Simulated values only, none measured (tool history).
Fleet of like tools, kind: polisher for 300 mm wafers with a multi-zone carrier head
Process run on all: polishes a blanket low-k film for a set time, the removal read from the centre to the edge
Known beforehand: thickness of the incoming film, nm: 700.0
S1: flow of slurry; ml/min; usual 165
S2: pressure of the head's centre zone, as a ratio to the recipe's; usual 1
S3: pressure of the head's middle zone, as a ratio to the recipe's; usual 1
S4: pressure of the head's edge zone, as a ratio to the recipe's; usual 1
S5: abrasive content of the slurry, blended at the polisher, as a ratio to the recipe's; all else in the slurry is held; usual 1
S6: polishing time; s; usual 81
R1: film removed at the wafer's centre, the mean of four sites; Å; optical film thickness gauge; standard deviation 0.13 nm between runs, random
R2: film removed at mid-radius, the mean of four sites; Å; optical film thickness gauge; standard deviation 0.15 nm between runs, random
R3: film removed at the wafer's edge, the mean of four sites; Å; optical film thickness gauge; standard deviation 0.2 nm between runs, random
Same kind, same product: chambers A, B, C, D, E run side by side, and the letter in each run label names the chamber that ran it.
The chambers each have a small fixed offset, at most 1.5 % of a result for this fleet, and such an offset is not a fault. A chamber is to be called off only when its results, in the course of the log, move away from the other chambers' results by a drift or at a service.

run	hour	S1	S2	S3	S4	S5	S6	R1	R2	R3
1B	5.4	165	1	1	1	1	81	198.33	198.16	197.04
# hour 10.8: chamber B: worn pad replaced by a new one
2D	14.1	165	1	1	1	1	81	202.1	203.05	199.17
3A	22.2	165	1	1	1	1	81	201.1	201.42	199.66
# hour 23.7: chamber C: worn pad replaced by a new one
# hour 28.1: chamber E: worn pad replaced by a new one
4E	32.7	165	1	1	1	1	81	201	199.59	202.79
5C	37.5	165	1	1	1	1	81	202.2	201.57	198.91
# hour 43.6: chamber A: edge zone pressure recalibrated
6B	44.7	165	1	1	1	1	81	201.92	195.47	197.15
7A	51.9	165	1	1	1	1	81	202.58	203.68	205.13
8E	58.2	165	1	1	1	1	81	198.54	197.89	203.61
# hour 61.3: chamber D: worn pad replaced by a new one
# hour 66.2: chamber A: worn pad replaced by a new one
9D	68.6	165	1	1	1	1	81	203.2	200.54	201.49
10C	78.1	165	1	1	1	0.75	81	174.54	174.68	176.91
# hour 82.3: chamber C: edge zone pressure recalibrated
11B	87	165	1	1	1	0.75	81	174.75	170.05	170.75
12D	92.1	165	1	1	1	0.75	81	176.44	173.57	173.69
# hour 100.7: chamber B: worn pad replaced by a new one
13E	101.4	165	1	1	1	0.75	81	174.35	173.73	176.71
14C	106.6	165	1	1	1	0.75	81	174.69	172.18	174.99
15A	116.8	165	1	1	1	1	81	201.81	200.1	200.05
16E	126.5	165	1	1	1	1	81	200.97	198.47	201.54
# hour 126.7: chamber C: worn pad replaced by a new one
# hour 128.1: chamber B: centre zone pressure recalibrated
17D	136.1	165	1	1	1	1	81	203.85	200.02	196.96
18B	145.6	165	1	1	1	1	81	200.31	197.89	197.53
19A	150.6	165	1	1	1	1	81	202.05	199.33	200.65
# hour 156.5: chamber E: slurry nozzle cleaned
20C	156.6	165	1	1	1	1	81	197.66	199.71	198.86
# hour 158.4: chamber E: worn pad replaced by a new one
21D	164.7	165	1	1	1	1	81	201.56	201.08	198.51
22E	174.4	165	1	1	1	1	81	200.48	198.76	206.06
# hour 177.5: chamber D: slurry nozzle cleaned
23B	181.8	165	1	1	1	1	81	193.85	194.01	192.02
24C	188	165	1	1	1	1	81	201.22	198.35	202.49
# hour 189.2: chamber E: edge zone pressure recalibrated
# hour 190.8: chamber B: worn pad replaced by a new one
25A	197.2	165	1	1	1	1	81	200.92	204.18	195.74
26A	206	165	1	1	1	1	81	203.87	204.45	200.6
27D	213.1	165	1	1	1	1	81	202.84	202.07	204.29
# hour 218.6: chamber C: worn pad replaced by a new one
28E	222.2	165	1	1	1	1	81	198.77	195.78	199.92
# hour 231.4: chamber B: edge zone pressure recalibrated
29C	232.1	165	1	1	1	1	81	198.95	197.39	200.35
# hour 234.7: chamber E: centre zone pressure recalibrated
# hour 235.8: chamber A: slurry nozzle cleaned
30B	242.8	165	1	1	1	1	81	193.08	190.55	194.43
31C	249.1	165	1	1	1	1	81	198.86	201.18	199.64
32A	257.3	165	1	1.07	0.89	1	81	203.3	214.42	185.29
33D	265.9	165	1	1.07	0.89	1	81	199.02	215.81	186.71
34E	272	165	1	1.07	0.89	1	81	202.19	213.99	193.62
# hour 273.2: chamber A: worn pad replaced by a new one
# hour 275.6: chamber E: worn pad replaced by a new one
35B	282.5	165	1	1.07	0.89	1	81	188.08	200.24	179.27
# hour 289.5: chamber B: worn pad replaced by a new one
36E	290.1	165	1	1.07	0.89	1	81	197.62	209.85	191.67
# hour 292.6: chamber D: worn pad replaced by a new one
37C	298.2	165	1	1	1	1	81	198.26	199.01	201.57
38A	305.1	165	1	1	1	0.8	81	181.44	178.66	179.45
39D	315	165	1	1	1	0.8	81	179.41	181.44	180.26
40B	320.6	165	1	1	1	0.8	81	167.01	165.47	170.23
41B	330.4	165	1	1	1	0.8	81	166.72	167.57	169.6
42E	340.2	165	1	1	1	0.8	81	181.18	178.63	185

The same settings go to every chamber for the next run, one line per chamber below. Forecast the results for each:
43A	348.2	165	1	1	1	1	81	?	?	?
43B	348.2	165	1	1	1	1	81	?	?	?
43C	348.2	165	1	1	1	1	81	?	?	?
43D	348.2	165	1	1	1	1	81	?	?	?
43E	348.2	165	1	1	1	1	81	?	?	?

run	R1	R2	R3
43A	203.89	198.31	199.73
43B	184.67	184.04	187.61
43C	200.14	201.28	199.32
43D	199.36	205.33	199.16
43E	197.92	198.32	207.07
